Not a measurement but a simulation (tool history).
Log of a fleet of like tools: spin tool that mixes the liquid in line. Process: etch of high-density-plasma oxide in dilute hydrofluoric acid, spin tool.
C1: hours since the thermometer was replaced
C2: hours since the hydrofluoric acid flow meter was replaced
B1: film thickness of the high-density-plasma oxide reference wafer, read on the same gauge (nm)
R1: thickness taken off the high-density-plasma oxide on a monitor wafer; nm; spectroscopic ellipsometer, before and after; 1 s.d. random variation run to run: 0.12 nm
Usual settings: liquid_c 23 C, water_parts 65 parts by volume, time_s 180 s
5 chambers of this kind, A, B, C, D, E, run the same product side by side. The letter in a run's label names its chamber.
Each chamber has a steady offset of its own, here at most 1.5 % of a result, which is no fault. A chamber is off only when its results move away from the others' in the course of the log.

run 1A hour=5.5 | liquid_c=23 water_parts=65 time_s=180 | C1=152.3 C2=27.6 | B1=100.01 | R1=15.214
run 2B hour=11.7 | liquid_c=23 water_parts=65 time_s=180 | C1=212.6 C2=1544.5 | B1=100.02 | R1=15.093
run 3E hour=17.9 | liquid_c=23 water_parts=65 time_s=180 | C1=624.8 C2=240.3 | B1=100 | R1=14.823
run 4D hour=22.4 | liquid_c=23 water_parts=65 time_s=180 | C1=128.2 C2=544.5 | B1=99.997 | R1=14.935
run 5C hour=27.2 | liquid_c=19 water_parts=55 time_s=180 | C1=96.9 C2=1280.2 | B1=100.01 | R1=15.223
run 6C hour=33.1 | liquid_c=19 water_parts=55 time_s=180 | C1=102.8 C2=1286.1 | B1=99.981 | R1=15.133
run 7E hour=37.6 | liquid_c=19 water_parts=55 time_s=180 | C1=644.5 C2=260 | B1=100.01 | R1=15.156
run 8A hour=41.7 | liquid_c=19 water_parts=55 time_s=180 | C1=188.5 C2=63.8 | B1=99.997 | R1=15.361
run 9D hour=47.3 | liquid_c=19 water_parts=55 time_s=180 | C1=153.1 C2=569.4 | B1=99.998 | R1=15.347
run 10B hour=53.8 | liquid_c=23 water_parts=65 time_s=180 | C1=254.7 C2=1586.6 | B1=100.01 | R1=15.1
run 11E hour=59.7 | liquid_c=23 water_parts=65 time_s=180 | C1=666.6 C2=282.1 | B1=100 | R1=15.07
run 12B hour=66.2 | liquid_c=23 water_parts=85 time_s=180 | C1=267.1 C2=1599 | B1=100 | R1=11.247
run 13C hour=71.1 | liquid_c=23 water_parts=85 time_s=180 | C1=140.8 C2=1324.1 | B1=99.986 | R1=11.123
run 14A hour=75.1 | liquid_c=23 water_parts=85 time_s=180 | C1=221.9 C2=97.2 | B1=99.986 | R1=11.276
run 15D hour=79.6 | liquid_c=23 water_parts=85 time_s=180 | C1=185.4 C2=601.7 | B1=99.993 | R1=11.373
run 16B hour=83.1 | liquid_c=23 water_parts=85 time_s=180 | C1=284 C2=1615.9 | B1=99.987 | R1=11.404
-- hour=87.6 chamber B: hydrofluoric acid flow meter replaced
run 17A hour=88.5 | liquid_c=23 water_parts=65 time_s=180 | C1=235.3 C2=110.6 | B1=99.992 | R1=15.07
run 18E hour=93.4 | liquid_c=23 water_parts=65 time_s=180 | C1=700.3 C2=315.8 | B1=100.01 | R1=14.842
run 19D hour=98 | liquid_c=23 water_parts=65 time_s=180 | C1=203.8 C2=620.1 | B1=99.986 | R1=15.234
run 20C hour=104.9 | liquid_c=24.5 water_parts=65 time_s=180 | C1=174.6 C2=1357.9 | B1=100.01 | R1=15.805
run 21D hour=109.2 | liquid_c=24.5 water_parts=65 time_s=180 | C1=215 C2=631.3 | B1=100 | R1=16.031
run 22E hour=112.7 | liquid_c=24.5 water_parts=65 time_s=180 | C1=719.6 C2=335.1 | B1=100.01 | R1=15.926
run 23B hour=118.8 | liquid_c=24.5 water_parts=65 time_s=180 | C1=319.7 C2=31.3 | B1=100.01 | R1=15.904
run 24C hour=124.5 | liquid_c=24.5 water_parts=65 time_s=180 | C1=194.2 C2=1377.5 | B1=100.01 | R1=15.961
run 25A hour=130 | liquid_c=23 water_parts=65 time_s=180 | C1=276.8 C2=152.1 | B1=100.01 | R1=14.993
run 26E hour=133.3 | liquid_c=23 water_parts=65 time_s=180 | C1=740.2 C2=355.7 | B1=99.995 | R1=15.171
run 27D hour=139.5 | liquid_c=23 water_parts=65 time_s=180 | C1=245.3 C2=661.6 | B1=100.01 | R1=15.245
run 28C hour=144 | liquid_c=23 water_parts=65 time_s=180 | C1=213.7 C2=1397 | B1=100.01 | R1=14.975
run 29B hour=150.4 | liquid_c=23 water_parts=65 time_s=180 | C1=351.3 C2=62.9 | B1=100 | R1=15.023
run 30A hour=155 | liquid_c=23 water_parts=65 time_s=180 | C1=301.8 C2=177.1 | B1=99.995 | R1=15.255
run 31A hour=158.2 | liquid_c=25.5 water_parts=65 time_s=180 | C1=305 C2=180.3 | B1=99.998 | R1=17.015
run 32E hour=163 | liquid_c=25.5 water_parts=65 time_s=180 | C1=769.9 C2=385.4 | B1=99.987 | R1=16.481
run 33D hour=168.3 | liquid_c=25.5 water_parts=65 time_s=180 | C1=274.1 C2=690.4 | B1=99.983 | R1=16.995
run 34B hour=171.7 | liquid_c=25.5 water_parts=65 time_s=180 | C1=372.6 C2=84.2 | B1=99.992 | R1=16.897
run 35C hour=176.7 | liquid_c=25.5 water_parts=65 time_s=180 | C1=246.4 C2=1429.7 | B1=100.01 | R1=16.472

Does one chamber stand apart from the rest, does the shared gauge drift, or is all well apart from small per-chamber offsets? Give the chamber and the most likely cause, where there is one.

The fleet is healthy, with each chamber sitting at its usual small offset and no drift in the gauge.
